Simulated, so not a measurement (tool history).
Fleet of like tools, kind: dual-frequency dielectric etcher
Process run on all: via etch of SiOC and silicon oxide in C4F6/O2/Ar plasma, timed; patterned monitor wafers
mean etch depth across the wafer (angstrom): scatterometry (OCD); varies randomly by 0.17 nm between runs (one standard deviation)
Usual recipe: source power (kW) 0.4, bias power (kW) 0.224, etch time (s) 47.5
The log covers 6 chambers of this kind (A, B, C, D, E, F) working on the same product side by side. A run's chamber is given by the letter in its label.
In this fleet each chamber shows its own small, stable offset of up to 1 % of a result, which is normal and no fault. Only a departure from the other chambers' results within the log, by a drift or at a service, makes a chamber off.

run,hour,source power (kW),bias power (kW),etch time (s),hours since the last wet clean,hours since the last source power generator calibration,hours since the last bias power generator calibration,"read-back reference wafer on the same gauge, depth_nm",mean etch depth across the wafer (angstrom)
1C,12.6,0.4,0.224,47.5,543.3,3111.7,3904.4,64.346,570.69
2A,24.1,0.4,0.224,47.5,361.5,1238.1,708.5,64.336,576.94
3B,36.9,0.4,0.224,47.5,319.4,403.8,1307.5,64.344,574.8
# hour 44.6: chamber B: wet clean of the chamber
4F,46.1,0.4,0.224,47.5,252.5,462.1,2230.6,64.279,570.38
5E,59.7,0.4,0.224,47.5,72.2,1643,700.8,64.286,579.48
6D,73,0.4,0.224,47.5,480,2474.3,217.8,64.285,580.56
# hour 79: chamber D: wet clean of the chamber
7D,87.3,0.4,0.224,47.5,8.3,2488.6,232.1,64.284,579.81
8C,100.3,0.4,0.224,47.5,631,3199.4,3992.1,64.337,570.95
9B,112.1,0.4,0.224,47.5,67.6,479,1382.7,64.276,572.76
# hour 115.6: chamber C: wet clean of the chamber
10A,126.7,0.4,0.224,42.5,464.1,1340.7,811.1,64.262,513.11
# hour 133.2: chamber E: source power generator calibrated
11F,139.7,0.4,0.224,42.5,346.1,555.7,2324.2,64.28,513.26
# hour 144.8: chamber F: wet clean of the chamber
12E,149.5,0.4,0.224,42.5,162,16.3,790.6,64.266,515.04
13D,160.5,0.4,0.224,42.5,81.5,2561.8,305.3,64.307,518.12
14C,171.6,0.4,0.224,42.5,56,3270.7,4063.4,64.273,510.51
15E,182.7,0.4,0.224,42.5,195.2,49.5,823.8,64.311,516.61
16B,190,0.4,0.224,47.5,145.5,556.9,1460.6,64.309,572.7
17A,197.3,0.4,0.224,47.5,534.7,1411.3,881.7,64.329,576.43
18F,209.9,0.4,0.224,47.5,65.1,625.9,2394.4,64.285,550.93
# hour 212.4: chamber A: wet clean of the chamber
19A,221.9,0.4,0.224,47.5,9.6,1435.9,906.3,64.26,574.65
20B,233.9,0.4,0.224,47.5,189.4,600.8,1504.5,64.261,573.48
21D,248.5,0.4,0.224,47.5,169.5,2649.8,393.3,64.331,581.07
22E,261,0.4,0.224,47.5,273.5,127.8,902.1,64.322,574.29
23F,273,0.4,0.224,47.5,128.2,689,2457.5,64.303,554.09
24C,279.3,0.4,0.224,47.5,163.7,3378.4,4171.1,64.3,572.55
25F,286.1,0.4,0.224,47.5,141.3,702.1,2470.6,64.285,552.91
26A,298.5,0.31,0.244,47.5,86.2,1512.5,982.9,64.299,536.99
27E,310.2,0.31,0.244,47.5,322.7,177,951.3,64.312,536.6
28B,320.9,0.31,0.244,47.5,276.4,687.8,1591.5,64.285,535.39
29C,333.2,0.31,0.244,47.5,217.6,3432.3,4225,64.246,538.65
30D,342.2,0.31,0.244,47.5,263.2,2743.5,487,64.337,542.74
31B,350.9,0.31,0.244,47.5,306.4,717.8,1621.5,64.253,538.37
32E,359.6,0.4,0.224,47.5,372.1,226.4,1000.7,64.257,576.7
33F,369.4,0.4,0.224,47.5,224.6,785.4,2553.9,64.293,554.12
34C,380.3,0.4,0.224,47.5,264.7,3479.4,4272.1,64.311,573.78
35A,391.3,0.4,0.224,47.5,179,1605.3,1075.7,64.279,575.99
36D,399,0.4,0.224,47.5,320,2800.3,543.8,64.289,579.46
37A,409.3,0.4,0.27,47.5,197,1623.3,1093.7,64.306,609.15

All chambers now run identical settings, listed one chamber a line with results as question marks. What results will each chamber show?
38A,419.8,0.4,0.224,47.5,,,,,?
38B,419.8,0.4,0.224,47.5,,,,,?
38C,419.8,0.4,0.224,47.5,,,,,?
38D,419.8,0.4,0.224,47.5,,,,,?
38E,419.8,0.4,0.224,47.5,,,,,?
38F,419.8,0.4,0.224,47.5,,,,,?

run,mean etch depth across the wafer (angstrom)
38A,574.48
38B,573.6
38C,571.33
38D,583.26
38E,580.23
38F,552.61

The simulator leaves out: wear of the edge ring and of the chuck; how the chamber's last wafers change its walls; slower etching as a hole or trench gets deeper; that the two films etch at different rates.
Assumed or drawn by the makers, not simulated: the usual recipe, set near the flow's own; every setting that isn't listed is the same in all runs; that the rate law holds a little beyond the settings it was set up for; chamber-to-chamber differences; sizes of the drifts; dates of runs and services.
